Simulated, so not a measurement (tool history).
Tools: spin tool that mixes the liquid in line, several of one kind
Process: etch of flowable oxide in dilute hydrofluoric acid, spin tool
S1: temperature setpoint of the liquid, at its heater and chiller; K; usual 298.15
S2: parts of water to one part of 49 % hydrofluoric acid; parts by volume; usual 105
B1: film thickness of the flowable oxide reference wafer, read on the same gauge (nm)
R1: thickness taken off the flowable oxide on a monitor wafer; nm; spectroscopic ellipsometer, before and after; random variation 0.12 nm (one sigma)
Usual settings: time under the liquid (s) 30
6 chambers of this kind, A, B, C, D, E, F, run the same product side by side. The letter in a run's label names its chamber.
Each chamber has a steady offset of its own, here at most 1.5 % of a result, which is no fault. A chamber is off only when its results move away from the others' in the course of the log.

{"run": "1B", "hour": 8.7, "S1": 298.15, "S2": 105, "time under the liquid (s)": 30, "B1": 50.016, "R1": 14.356}
{"run": "2E", "hour": 15.2, "S1": 298.15, "S2": 105, "time under the liquid (s)": 30, "B1": 50.031, "R1": 14.184}
{"run": "3C", "hour": 19.4, "S1": 298.15, "S2": 105, "time under the liquid (s)": 30, "B1": 49.991, "R1": 14.089}
{"run": "4A", "hour": 24.5, "S1": 298.15, "S2": 105, "time under the liquid (s)": 30, "B1": 49.961, "R1": 14.13}
{"run": "5D", "hour": 28.9, "S1": 298.15, "S2": 105, "time under the liquid (s)": 30, "B1": 50.016, "R1": 14.227}
{"run": "6F", "hour": 34.2, "S1": 298.15, "S2": 105, "time under the liquid (s)": 30, "B1": 49.99, "R1": 14.142}
{"run": "7F", "hour": 42.7, "S1": 298.15, "S2": 105, "time under the liquid (s)": 30, "B1": 50.023, "R1": 14.299}
{"run": "8E", "hour": 50.7, "S1": 298.15, "S2": 105, "time under the liquid (s)": 30, "B1": 49.979, "R1": 14.445}
{"run": "9D", "hour": 59.9, "S1": 298.15, "S2": 105, "time under the liquid (s)": 30, "B1": 49.987, "R1": 14.043}
{"run": "10A", "hour": 69.0, "S1": 298.15, "S2": 105, "time under the liquid (s)": 30, "B1": 50.008, "R1": 14.133}
{"run": "11C", "hour": 73.6, "S1": 298.15, "S2": 105, "time under the liquid (s)": 30, "B1": 49.987, "R1": 14.252}
{"run": "12B", "hour": 79.3, "S1": 298.15, "S2": 105, "time under the liquid (s)": 30, "B1": 50.025, "R1": 14.289}
{"run": "13F", "hour": 88.3, "S1": 298.15, "S2": 105, "time under the liquid (s)": 30, "B1": 49.983, "R1": 14.216}
{"run": "14D", "hour": 96.7, "S1": 298.15, "S2": 105, "time under the liquid (s)": 30, "B1": 50.021, "R1": 14.361}
{"run": "15E", "hour": 106.2, "S1": 298.15, "S2": 105, "time under the liquid (s)": 30, "B1": 50.016, "R1": 14.436}
{"run": "16C", "hour": 110.5, "S1": 298.15, "S2": 105, "time under the liquid (s)": 30, "B1": 50.01, "R1": 13.908}
{"run": "17A", "hour": 114.9, "S1": 298.15, "S2": 105, "time under the liquid (s)": 30, "B1": 50.007, "R1": 14.373}
{"run": "18B", "hour": 119.7, "S1": 298.15, "S2": 105, "time under the liquid (s)": 30, "B1": 49.987, "R1": 14.446}
{"run": "19A", "hour": 125.3, "S1": 298.15, "S2": 105, "time under the liquid (s)": 30, "B1": 49.976, "R1": 14.256}
{"run": "20B", "hour": 134.7, "S1": 298.15, "S2": 105, "time under the liquid (s)": 40, "B1": 50.017, "R1": 19.152}
{"run": "21D", "hour": 144.4, "S1": 298.15, "S2": 105, "time under the liquid (s)": 40, "B1": 50.011, "R1": 18.692}
{"hour": 145.3, "done": "chamber B: thermometer replaced"}
{"run": "22F", "hour": 153.8, "S1": 298.15, "S2": 105, "time under the liquid (s)": 40, "B1": 50.007, "R1": 18.965}
{"run": "23C", "hour": 160.1, "S1": 298.15, "S2": 105, "time under the liquid (s)": 40, "B1": 49.968, "R1": 18.835}
{"run": "24E", "hour": 167.9, "S1": 298.15, "S2": 105, "time under the liquid (s)": 40, "B1": 50.007, "R1": 19.753}
{"run": "25D", "hour": 172.7, "S1": 298.15, "S2": 105, "time under the liquid (s)": 40, "B1": 50.022, "R1": 18.932}
{"run": "26C", "hour": 179.5, "S1": 298.15, "S2": 105, "time under the liquid (s)": 30, "B1": 49.987, "R1": 14.057}
{"run": "27F", "hour": 185.7, "S1": 298.15, "S2": 105, "time under the liquid (s)": 30, "B1": 50.012, "R1": 14.383}
{"run": "28A", "hour": 194.2, "S1": 298.15, "S2": 105, "time under the liquid (s)": 30, "B1": 50.001, "R1": 14.11}
{"run": "29B", "hour": 202.1, "S1": 298.15, "S2": 105, "time under the liquid (s)": 30, "B1": 50.006, "R1": 14.389}
{"run": "30E", "hour": 209.8, "S1": 298.15, "S2": 105, "time under the liquid (s)": 30, "B1": 50.029, "R1": 15.105}
{"run": "31E", "hour": 219.2, "S1": 296.15, "S2": 150, "time under the liquid (s)": 30, "B1": 50.016, "R1": 9.317}
{"run": "32F", "hour": 228.7, "S1": 296.15, "S2": 150, "time under the liquid (s)": 30, "B1": 50.006, "R1": 8.6387}
{"run": "33C", "hour": 234.4, "S1": 296.15, "S2": 150, "time under the liquid (s)": 30, "B1": 50.007, "R1": 8.8726}
{"hour": 234.9, "done": "chamber B: hydrofluoric acid flow meter replaced"}
{"run": "34D", "hour": 238.8, "S1": 296.15, "S2": 150, "time under the liquid (s)": 30, "B1": 49.984, "R1": 8.6082}
{"run": "35B", "hour": 248.2, "S1": 296.15, "S2": 150, "time under the liquid (s)": 30, "B1": 50.009, "R1": 8.7477}
{"run": "36A", "hour": 252.9, "S1": 296.15, "S2": 150, "time under the liquid (s)": 30, "B1": 50.01, "R1": 8.6572}
{"run": "37C", "hour": 262.4, "S1": 298.15, "S2": 105, "time under the liquid (s)": 30, "B1": 49.994, "R1": 14.091}
{"run": "38B", "hour": 267.9, "S1": 298.15, "S2": 105, "time under the liquid (s)": 30, "B1": 50.011, "R1": 14.336}
{"run": "39E", "hour": 275.0, "S1": 298.15, "S2": 105, "time under the liquid (s)": 30, "B1": 50.012, "R1": 15.553}
{"run": "40D", "hour": 282.7, "S1": 298.15, "S2": 105, "time under the liquid (s)": 30, "B1": 49.989, "R1": 14.289}
{"run": "41F", "hour": 290.2, "S1": 298.15, "S2": 105, "time under the liquid (s)": 30, "B1": 50.007, "R1": 14.264}
{"run": "42A", "hour": 296.9, "S1": 298.15, "S2": 105, "time under the liquid (s)": 30, "B1": 50.024, "R1": 14.185}
{"run": "43C", "hour": 305.6, "S1": 298.15, "S2": 105, "time under the liquid (s)": 30, "B1": 50.016, "R1": 14.109}

All 6 chambers run these settings next. Forecast each chamber's results:
{"run": "44A", "hour": 312.6, "S1": 298.15, "S2": 105, "time under the liquid (s)": 45, "R1": "?"}
{"run": "44B", "hour": 312.6, "S1": 298.15, "S2": 105, "time under the liquid (s)": 45, "R1": "?"}
{"run": "44C", "hour": 312.6, "S1": 298.15, "S2": 105, "time under the liquid (s)": 45, "R1": "?"}
{"run": "44D", "hour": 312.6, "S1": 298.15, "S2": 105, "time under the liquid (s)": 45, "R1": "?"}
{"run": "44E", "hour": 312.6, "S1": 298.15, "S2": 105, "time under the liquid (s)": 45, "R1": "?"}
{"run": "44F", "hour": 312.6, "S1": 298.15, "S2": 105, "time under the liquid (s)": 45, "R1": "?"}

run=44A R1=21.2780
run=44B R1=21.3560
run=44C R1=21.3700
run=44D R1=21.3640
run=44E R1=23.4850
run=44F R1=21.4990
